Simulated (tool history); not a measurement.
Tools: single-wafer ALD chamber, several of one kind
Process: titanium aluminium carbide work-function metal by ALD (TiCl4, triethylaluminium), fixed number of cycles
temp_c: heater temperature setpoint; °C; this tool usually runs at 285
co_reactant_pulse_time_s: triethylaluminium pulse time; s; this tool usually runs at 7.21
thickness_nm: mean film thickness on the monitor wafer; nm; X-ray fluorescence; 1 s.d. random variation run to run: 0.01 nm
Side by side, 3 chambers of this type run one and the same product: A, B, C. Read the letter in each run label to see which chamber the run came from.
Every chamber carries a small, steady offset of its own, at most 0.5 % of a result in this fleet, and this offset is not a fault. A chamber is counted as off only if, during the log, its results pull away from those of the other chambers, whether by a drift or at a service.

run	hour	temp_c	co_reactant_pulse_time_s	hours since the last thermocouple change	hours since the last triethylaluminium bottle change	read-back reference wafer on the same gauge, thickness_nm	thickness_nm
1A	8.5	285	7.21	516.8	1048.8	1.7391	1.7735
2B	15.5	285	7.21	608.3	240.1	1.7397	1.7816
3C	21.7	285	7.21	1828	219.6	1.7415	1.7618
4B	34.4	285	7.21	627.2	259	1.739	1.7618
5A	43.1	285	7.21	551.4	1083.4	1.7382	1.7678
6C	53.9	285	7.21	1860.2	251.8	1.7412	1.7735
7A	65.1	285	7.21	573.4	1105.4	1.7392	1.7707
8B	71.5	285	7.21	664.3	296.1	1.7404	1.7476
9C	79.5	285	7.21	1885.8	277.4	1.7398	1.7568
10B	89.3	298	8.62	682.1	313.9	1.7395	1.9111
11C	97.2	298	8.62	1903.5	295.1	1.7402	1.9324
12A	110.6	298	8.62	618.9	1150.9	1.7408	1.9589
13B	122.6	285	7.21	715.4	347.2	1.7415	1.7293
14C	134.5	285	7.21	1940.8	332.4	1.7397	1.7745
15A	140.9	285	7.21	649.2	1181.2	1.7409	1.7739
16B	149.9	285	7.21	742.7	374.5	1.7383	1.7328
17C	162.8	285	7.21	1969.1	360.7	1.7406	1.765
18A	174.4	285	7.21	682.7	1214.7	1.7406	1.7814
19A	182	285	7.21	690.3	1222.3	1.7386	1.7608
20B	191.4	285	7.21	784.2	416	1.7397	1.7125
21C	203.8	275	7.21	2010.1	401.7	1.7401	1.6945
22A	216.2	275	7.21	724.5	1256.5	1.7387	1.6846
23C	222.6	275	7.21	2028.9	420.5	1.7416	1.6818
24B	231.8	285	7.21	824.6	456.4	1.7423	1.7052
25B	243	285	7.21	835.8	467.6	1.7404	1.6872
26A	254	285	7.21	762.3	1294.3	1.7394	1.78
27C	265.7	285	7.21	2072	463.6	1.7417	1.7398
28A	274.9	285	7.21	783.2	1315.2	1.7407	1.7777
29B	286.9	285	7.21	879.7	511.5	1.7395	1.6776

Decide between three cases: one chamber stands off from its peers, the gauge reading all wafers drifts, or nothing is wrong past each chamber's small offset. Where a chamber is off, say which and what most likely put it there.

Little by little, chamber B moves away from the other chambers.
Likeliest cause: triethylaluminium dose below that of a fresh bottle (%) = 19.6.

Here are 4 candidates for chamber B's next run, each the usual settings with a change, their results left as question marks. Which one brings its results back in line with what the others give on the usual settings?
In line means no further than this from the other chambers' mean on the usual settings: thickness_nm 0.036 nm
30B-1	296.8	288	8.17				?
30B-2	296.8	282	6.25				?
30B-3	296.8	284	6.89				?
30B-4	296.8	286	7.53				?

What the other chambers average on the usual settings: thickness_nm 1.7643 nm
run	thickness_nm
30B-1	1.7525
30B-2	1.5652
30B-3	1.6353
30B-4	1.6973
30B-1 is the one that brings the chamber's results back in line with the other chambers.
